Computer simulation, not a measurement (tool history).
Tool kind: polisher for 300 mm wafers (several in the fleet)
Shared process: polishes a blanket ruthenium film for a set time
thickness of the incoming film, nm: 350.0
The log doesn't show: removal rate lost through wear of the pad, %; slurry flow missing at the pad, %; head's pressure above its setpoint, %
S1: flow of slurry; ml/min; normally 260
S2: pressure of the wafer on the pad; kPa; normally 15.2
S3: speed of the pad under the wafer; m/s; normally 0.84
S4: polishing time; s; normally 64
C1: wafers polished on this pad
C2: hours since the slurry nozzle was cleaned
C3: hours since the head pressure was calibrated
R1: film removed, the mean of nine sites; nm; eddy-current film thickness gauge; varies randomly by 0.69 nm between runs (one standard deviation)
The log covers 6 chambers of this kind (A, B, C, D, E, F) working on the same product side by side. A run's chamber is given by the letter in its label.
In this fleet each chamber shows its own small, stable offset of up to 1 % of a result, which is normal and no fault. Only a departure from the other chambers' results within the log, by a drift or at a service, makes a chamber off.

run,hour,S1,S2,S3,S4,C1,C2,C3,R1
# hour 8: chamber A: head pressure recalibrated
# hour 8.6: chamber E: worn pad replaced by a new one
1B,9.9,260,15.2,0.84,64,487,394,575.9,74.042
2D,17.6,260,15.2,0.84,64,344,326.4,199.9,74.258
3C,28.4,260,15.2,0.84,64,1050,183,767.9,74.168
# hour 33.8: chamber E: slurry nozzle cleaned
4A,34,260,15.2,0.84,64,984,885.7,26,74.985
# hour 34.3: chamber A: slurry nozzle cleaned
# hour 37.2: chamber A: worn pad replaced by a new one
# hour 38.8: chamber C: worn pad replaced by a new one
# hour 42.6: chamber F: worn pad replaced by a new one
5E,44,260,15.2,0.84,64,515,10.3,380.9,72.989
6F,56.1,260,15.2,0.84,64,197,218.6,65.4,73.677
# hour 57.5: chamber B: worn pad replaced by a new one
# hour 64.2: chamber D: worn pad replaced by a new one
7E,65.7,260,15.2,0.84,64,831,32,402.6,74.123
# hour 68.7: chamber F: slurry nozzle cleaned
8B,74.8,260,15.2,0.84,64,252,458.9,640.8,73.398
9F,82.5,260,15.2,0.84,64,581,13.8,91.8,74.116
10A,89.5,260,15.2,0.84,64,761,55.2,81.5,73.497
11C,99.3,260,15.2,0.84,64,879,253.9,838.8,74.114
# hour 102.8: chamber E: worn pad replaced by a new one
12D,108,260,15.2,0.84,64,637,416.8,290.3,74.799
# hour 108.5: chamber C: worn pad replaced by a new one
# hour 113: chamber F: worn pad replaced by a new one
# hour 114.6: chamber A: worn pad replaced by a new one
13F,115.2,260,15.2,0.84,64,32,46.5,124.5,74.665
14D,126.9,260,15.2,0.84,64,912,435.7,309.2,73.186
15A,135.6,260,15.2,0.84,64,306,101.3,127.6,73.874
# hour 138.9: chamber B: worn pad replaced by a new one
# hour 141.4: chamber D: worn pad replaced by a new one
16B,144.9,260,15.2,0.84,64,87,529,710.9,74.782
17C,153.5,260,15.2,0.84,64,654,308.1,893,74.739
18E,164.9,260,15.2,1,50,903,131.2,501.8,69.042
19A,172.3,260,15.2,1,50,839,138,164.3,67.241
20E,180.2,260,15.2,1,50,1125,146.5,517.1,68.909
# hour 184.1: chamber C: worn pad replaced by a new one
21B,190,260,15.2,1,50,743,574.1,756,71.279
# hour 193.9: chamber A: worn pad replaced by a new one
# hour 196.3: chamber F: worn pad replaced by a new one
22C,202.8,260,15.2,1,50,272,357.4,942.3,69.05
# hour 205.6: chamber B: worn pad replaced by a new one
23F,210,260,15.2,1,50,200,141.3,219.3,68.831
# hour 215.4: chamber E: worn pad replaced by a new one
24D,216.1,260,15.2,0.84,64,1086,524.9,398.4,74.305
# hour 219.8: chamber D: worn pad replaced by a new one
# hour 227.1: chamber C: slurry nozzle cleaned
# hour 227.5: chamber B: slurry nozzle cleaned
25D,229,260,15.2,0.84,64,134,537.8,411.3,74.4
26E,236.1,260,15.2,0.84,64,302,202.4,573,73.799
27A,243.6,260,15.2,0.84,64,723,209.3,235.6,74.194
# hour 244: chamber F: slurry nozzle cleaned
28F,255.4,260,15.2,0.56,50,860,11.4,264.7,38.824
29C,266.6,260,15.2,0.56,50,1200,39.5,1006.1,38.633
# hour 267.1: chamber C: worn pad replaced by a new one
# hour 269.6: chamber B: worn pad replaced by a new one
# hour 269.8: chamber F: worn pad replaced by a new one
# hour 274.9: chamber A: worn pad replaced by a new one
30B,278.5,260,15.2,0.56,50,130,51,844.5,41.638
31F,286.2,260,15.2,0.56,50,239,42.2,295.5,38.609
# hour 289.2: chamber D: worn pad replaced by a new one
32D,297.8,260,15.2,0.56,50,125,606.6,480.1,38.524
33E,308.4,260,15.2,0.56,50,1353,274.7,645.3,38.713
34A,314.2,260,15.2,0.84,64,571,279.9,306.2,74.06
35C,321.9,260,15.2,0.84,64,796,94.8,1061.4,74.819
# hour 322: chamber E: worn pad replaced by a new one
36B,333.8,260,15.2,0.84,64,934,106.3,899.8,78.912
# hour 340.1: chamber E: head pressure recalibrated
37A,340.2,260,15.2,0.84,64,949,305.9,332.2,73.061
# hour 341.6: chamber B: worn pad replaced by a new one
38B,353.1,260,15.2,0.84,57,167,125.6,919.1,70.617
39D,359.6,260,15.2,0.84,57,1024,668.4,541.9,66.074
40E,372.3,260,15.2,0.84,57,732,338.6,32.3,66.576

Is one chamber out of step, is the gauge drifting, or do the chambers differ by no more than their own small offsets? For an off chamber, give its letter and the likeliest cause.

Chamber B drifts away from the others.
Most likely cause: head's pressure above its setpoint, % = 8.6.

Which of the 4 candidates below, each the usual settings with something changed and its results left as question marks, puts chamber B back in line with what the other chambers give on the usual settings?
Allowed miss from the other chambers' usual-settings mean, per result, to count as in line: R1 2.4 nm
41B-1,381.4,260,15.9,0.84,67,,,,?
41B-2,381.4,260,14.5,0.78,60,,,,?
41B-3,381.4,260,14.5,0.82,63,,,,?
41B-4,381.4,260,16.5,0.84,70,,,,?

Other chambers, usual settings, mean: R1 74.009 nm
run,R1
41B-1,88.083
41B-2,66.91
41B-3,73.8
41B-4,96.055
With 41B-3, the chamber falls back in line with the rest.

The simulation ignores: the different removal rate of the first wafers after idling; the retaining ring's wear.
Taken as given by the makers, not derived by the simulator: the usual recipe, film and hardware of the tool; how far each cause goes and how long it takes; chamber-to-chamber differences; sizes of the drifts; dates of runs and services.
